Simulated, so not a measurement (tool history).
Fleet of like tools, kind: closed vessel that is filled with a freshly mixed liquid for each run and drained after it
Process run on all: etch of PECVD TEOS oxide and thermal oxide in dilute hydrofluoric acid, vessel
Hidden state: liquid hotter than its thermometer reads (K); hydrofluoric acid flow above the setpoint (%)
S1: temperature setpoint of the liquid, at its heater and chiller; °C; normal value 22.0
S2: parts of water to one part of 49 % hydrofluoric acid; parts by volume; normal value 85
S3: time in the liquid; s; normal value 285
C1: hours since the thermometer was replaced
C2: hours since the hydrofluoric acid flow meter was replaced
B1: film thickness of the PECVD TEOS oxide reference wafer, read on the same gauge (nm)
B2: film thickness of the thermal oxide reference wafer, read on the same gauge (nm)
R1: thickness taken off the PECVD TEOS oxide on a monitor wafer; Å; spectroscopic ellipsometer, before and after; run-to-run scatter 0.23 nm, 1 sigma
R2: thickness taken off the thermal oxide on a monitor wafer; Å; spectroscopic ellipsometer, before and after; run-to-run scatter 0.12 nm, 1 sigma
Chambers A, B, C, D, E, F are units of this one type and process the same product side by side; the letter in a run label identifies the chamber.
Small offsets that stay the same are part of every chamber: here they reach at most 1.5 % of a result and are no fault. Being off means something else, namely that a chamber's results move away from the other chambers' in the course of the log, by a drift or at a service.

run	hour	S1	S2	S3	C1	C2	B1	B2	R1	R2
1C	9.1	22.0	85	285	1483.0	295.4	70.020	120.00	270.35	150.62
2D	19.7	22.0	85	285	1600.6	353.7	70.007	119.99	270.79	150.22
3E	28.0	22.0	85	285	1467.8	1384.6	70.032	120.02	274.51	150.65
4B	37.9	22.0	85	285	1071.1	1801.4	69.995	120.05	271.25	149.17
# hour 44.5: chamber F: hydrofluoric acid flow meter replaced
5F	47.4	22.0	85	285	408.6	3.0	70.017	119.99	268.84	149.06
6A	53.8	22.0	85	285	458.1	513.0	69.972	119.99	273.36	148.09
7D	60.7	26.0	85	285	1641.6	394.7	69.979	119.96	319.51	173.79
8B	67.2	26.0	85	285	1100.4	1830.7	70.005	120.01	317.85	172.14
9A	72.2	26.0	85	285	476.5	531.4	69.986	120.00	317.53	174.07
10F	80.6	26.0	85	285	441.8	36.2	69.978	120.00	315.24	175.00
11C	87.0	26.0	85	285	1560.9	373.3	70.007	120.00	322.10	177.47
12E	94.6	26.0	85	285	1534.4	1451.2	69.986	120.04	317.12	175.95
13F	105.0	22.0	85	285	466.2	60.6	70.044	119.99	270.63	148.48
14E	112.6	22.0	85	285	1552.4	1469.2	69.967	119.96	268.47	150.68
15A	121.5	20.0	85	285	525.8	580.7	70.009	119.97	252.47	136.64
16D	132.3	20.0	85	285	1713.2	466.3	70.007	120.01	253.12	136.73
17C	143.0	20.0	85	285	1616.9	429.3	69.980	120.02	248.77	136.81
18B	148.2	20.0	85	285	1181.4	1911.7	69.984	119.99	246.62	135.90
# hour 155.3: chamber C: thermometer replaced
19A	156.7	20.0	85	285	561.0	615.9	70.003	120.04	253.31	137.70
20C	164.2	20.0	85	285	8.9	450.5	70.060	120.04	250.38	136.26
# hour 169.0: chamber E: hydrofluoric acid flow meter replaced
21E	169.4	22.0	85	285	1609.2	0.5	70.001	119.99	272.99	150.16
22F	180.2	22.0	85	285	541.4	135.8	70.020	120.01	266.08	146.90
23D	188.9	24.5	60	285	1769.8	522.9	70.029	120.00	443.87	244.50
24B	194.5	24.5	60	285	1227.7	1958.0	69.961	119.96	434.80	240.20
25B	201.2	24.5	60	285	1234.4	1964.7	70.012	120.03	431.61	238.52
26D	207.5	24.5	60	285	1788.4	541.5	70.000	120.01	439.13	240.34
27A	217.1	24.5	60	285	621.4	676.3	69.984	119.99	446.51	242.74
28C	224.5	24.5	60	285	69.2	510.8	70.043	119.98	432.25	238.46
# hour 226.0: chamber B: thermometer replaced
29F	230.8	22.0	85	285	592.0	186.4	69.989	119.98	268.96	148.32
30E	237.1	22.0	85	285	1676.9	68.2	69.976	120.03	271.78	149.74
31E	247.8	22.0	85	285	1687.6	78.9	69.984	120.00	269.94	149.60
32F	253.6	22.0	85	285	614.8	209.2	69.980	119.98	264.22	147.92
33A	259.3	22.0	85	285	663.6	718.5	70.049	120.02	271.87	147.91
34C	269.6	20.0	60	285	114.3	555.9	70.000	119.98	361.73	199.58
35D	276.7	20.0	60	285	1857.6	610.7	69.950	120.03	361.22	200.67
36B	282.7	20.0	60	285	56.8	2046.2	70.030	120.02	363.39	197.87
37B	291.5	20.0	60	285	65.6	2055.0	70.063	119.99	365.17	199.65
38C	300.0	20.0	60	285	144.7	586.3	70.030	119.99	365.25	199.42
39D	310.9	20.0	60	285	1891.8	644.9	69.938	120.01	362.25	200.41
40A	319.9	22.0	85	285	724.2	779.1	70.050	119.97	273.28	148.10
41E	328.7	22.0	85	285	1768.5	159.8	69.979	119.98	268.29	149.29
42F	337.3	22.0	85	285	698.5	292.9	70.003	119.97	269.36	149.27

What goes on in this fleet: one chamber off, a drifting gauge, or nothing beyond the chambers' own small offsets? Name the chamber and the cause, if any.

Beyond each chamber's small constant offset nothing stands out, and the gauge stays steady.

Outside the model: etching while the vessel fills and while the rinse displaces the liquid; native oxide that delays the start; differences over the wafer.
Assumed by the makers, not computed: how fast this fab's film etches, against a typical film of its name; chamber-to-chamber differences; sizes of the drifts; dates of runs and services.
